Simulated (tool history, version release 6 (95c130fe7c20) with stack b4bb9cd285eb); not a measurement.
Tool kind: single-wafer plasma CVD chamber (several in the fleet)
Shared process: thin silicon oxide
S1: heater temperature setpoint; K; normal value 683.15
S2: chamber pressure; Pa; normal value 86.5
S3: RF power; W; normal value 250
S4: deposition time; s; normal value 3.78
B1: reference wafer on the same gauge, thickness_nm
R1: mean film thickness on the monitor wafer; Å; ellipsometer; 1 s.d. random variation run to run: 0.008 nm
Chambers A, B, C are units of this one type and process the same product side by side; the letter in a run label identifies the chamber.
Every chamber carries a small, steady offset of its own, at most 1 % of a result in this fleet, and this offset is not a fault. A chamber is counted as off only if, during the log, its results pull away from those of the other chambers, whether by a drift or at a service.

{"day": 0.112, "done": "chamber C: thermocouple changed; heater temperature recalibrated"}
{"run": "1C", "day": 0.25, "S1": 683.15, "S2": 86.5, "S3": 250, "S4": 3.78, "B1": 5.9173, "R1": 51.58}
{"run": "2A", "day": 0.433, "S1": 683.15, "S2": 86.5, "S3": 250, "S4": 3.78, "B1": 5.9194, "R1": 51.098}
{"run": "3B", "day": 0.617, "S1": 683.15, "S2": 86.5, "S3": 250, "S4": 3.78, "B1": 5.9163, "R1": 51.499}
{"run": "4A", "day": 0.871, "S1": 683.15, "S2": 86.5, "S3": 250, "S4": 3.78, "B1": 5.9156, "R1": 51.253}
{"run": "5B", "day": 0.992, "S1": 683.15, "S2": 86.5, "S3": 250, "S4": 3.78, "B1": 5.9123, "R1": 51.366}
{"run": "6C", "day": 1.133, "S1": 692.15, "S2": 86.5, "S3": 250, "S4": 4.08, "B1": 5.9136, "R1": 55.309}
{"run": "7A", "day": 1.271, "S1": 692.15, "S2": 86.5, "S3": 250, "S4": 4.08, "B1": 5.9115, "R1": 54.872}
{"run": "8B", "day": 1.517, "S1": 692.15, "S2": 86.5, "S3": 250, "S4": 4.08, "B1": 5.9132, "R1": 55.078}
{"run": "9C", "day": 1.767, "S1": 683.15, "S2": 86.5, "S3": 250, "S4": 3.78, "B1": 5.9105, "R1": 51.697}
{"run": "10A", "day": 1.962, "S1": 683.15, "S2": 86.5, "S3": 250, "S4": 3.78, "B1": 5.9052, "R1": 51.012}
{"run": "11C", "day": 2.092, "S1": 683.15, "S2": 86.5, "S3": 250, "S4": 3.78, "B1": 5.9057, "R1": 51.649}
{"run": "12B", "day": 2.288, "S1": 683.15, "S2": 86.5, "S3": 250, "S4": 3.54, "B1": 5.9062, "R1": 47.916}
{"run": "13A", "day": 2.446, "S1": 683.15, "S2": 86.5, "S3": 250, "S4": 3.54, "B1": 5.9045, "R1": 47.934}
{"run": "14B", "day": 2.708, "S1": 683.15, "S2": 86.5, "S3": 250, "S4": 3.54, "B1": 5.9026, "R1": 47.991}
{"run": "15C", "day": 2.933, "S1": 683.15, "S2": 86.5, "S3": 250, "S4": 3.78, "B1": 5.9024, "R1": 51.824}
{"run": "16A", "day": 3.129, "S1": 683.15, "S2": 86.5, "S3": 250, "S4": 4.21, "B1": 5.898, "R1": 56.891}
{"run": "17B", "day": 3.308, "S1": 683.15, "S2": 86.5, "S3": 250, "S4": 4.21, "B1": 5.8997, "R1": 56.922}
{"run": "18C", "day": 3.442, "S1": 683.15, "S2": 86.5, "S3": 250, "S4": 4.21, "B1": 5.9012, "R1": 57.536}
{"run": "19C", "day": 3.633, "S1": 683.15, "S2": 86.5, "S3": 250, "S4": 3.78, "B1": 5.894, "R1": 51.715}
{"run": "20A", "day": 3.792, "S1": 683.15, "S2": 86.5, "S3": 250, "S4": 3.78, "B1": 5.8963, "R1": 51.057}
{"run": "21B", "day": 3.95, "S1": 683.15, "S2": 86.5, "S3": 250, "S4": 3.78, "B1": 5.8947, "R1": 51.036}
{"run": "22C", "day": 4.188, "S1": 683.15, "S2": 86.5, "S3": 270, "S4": 3.33, "B1": 5.8951, "R1": 47.108}
{"run": "23B", "day": 4.346, "S1": 683.15, "S2": 86.5, "S3": 270, "S4": 3.33, "B1": 5.8918, "R1": 46.616}
{"run": "24A", "day": 4.55, "S1": 683.15, "S2": 86.5, "S3": 270, "S4": 3.33, "B1": 5.8919, "R1": 46.367}
{"run": "25C", "day": 4.708, "S1": 683.15, "S2": 86.5, "S3": 250, "S4": 3.78, "B1": 5.8926, "R1": 51.661}
{"run": "26B", "day": 4.946, "S1": 683.15, "S2": 86.5, "S3": 250, "S4": 3.78, "B1": 5.888, "R1": 51.09}
{"run": "27A", "day": 5.125, "S1": 683.15, "S2": 86.5, "S3": 250, "S4": 3.78, "B1": 5.8887, "R1": 50.888}
{"run": "28B", "day": 5.3, "S1": 683.15, "S2": 86.5, "S3": 250, "S4": 3.78, "B1": 5.8847, "R1": 51.07}
{"run": "29C", "day": 5.425, "S1": 683.15, "S2": 86.5, "S3": 250, "S4": 3.78, "B1": 5.883, "R1": 51.494}
{"run": "30A", "day": 5.55, "S1": 683.15, "S2": 86.5, "S3": 250, "S4": 3.78, "B1": 5.8832, "R1": 50.946}
{"run": "31A", "day": 5.792, "S1": 683.15, "S2": 86.5, "S3": 250, "S4": 3.78, "B1": 5.8821, "R1": 50.812}

All 3 chambers run these settings next. Forecast each chamber's results:
{"run": "32A", "day": 5.979, "S1": 672.15, "S2": 86.5, "S3": 250, "S4": 3.78, "R1": "?"}
{"run": "32B", "day": 5.979, "S1": 672.15, "S2": 86.5, "S3": 250, "S4": 3.78, "R1": "?"}
{"run": "32C", "day": 5.979, "S1": 672.15, "S2": 86.5, "S3": 250, "S4": 3.78, "R1": "?"}

run=32A R1=51.248
run=32B R1=51.435
run=32C R1=51.813

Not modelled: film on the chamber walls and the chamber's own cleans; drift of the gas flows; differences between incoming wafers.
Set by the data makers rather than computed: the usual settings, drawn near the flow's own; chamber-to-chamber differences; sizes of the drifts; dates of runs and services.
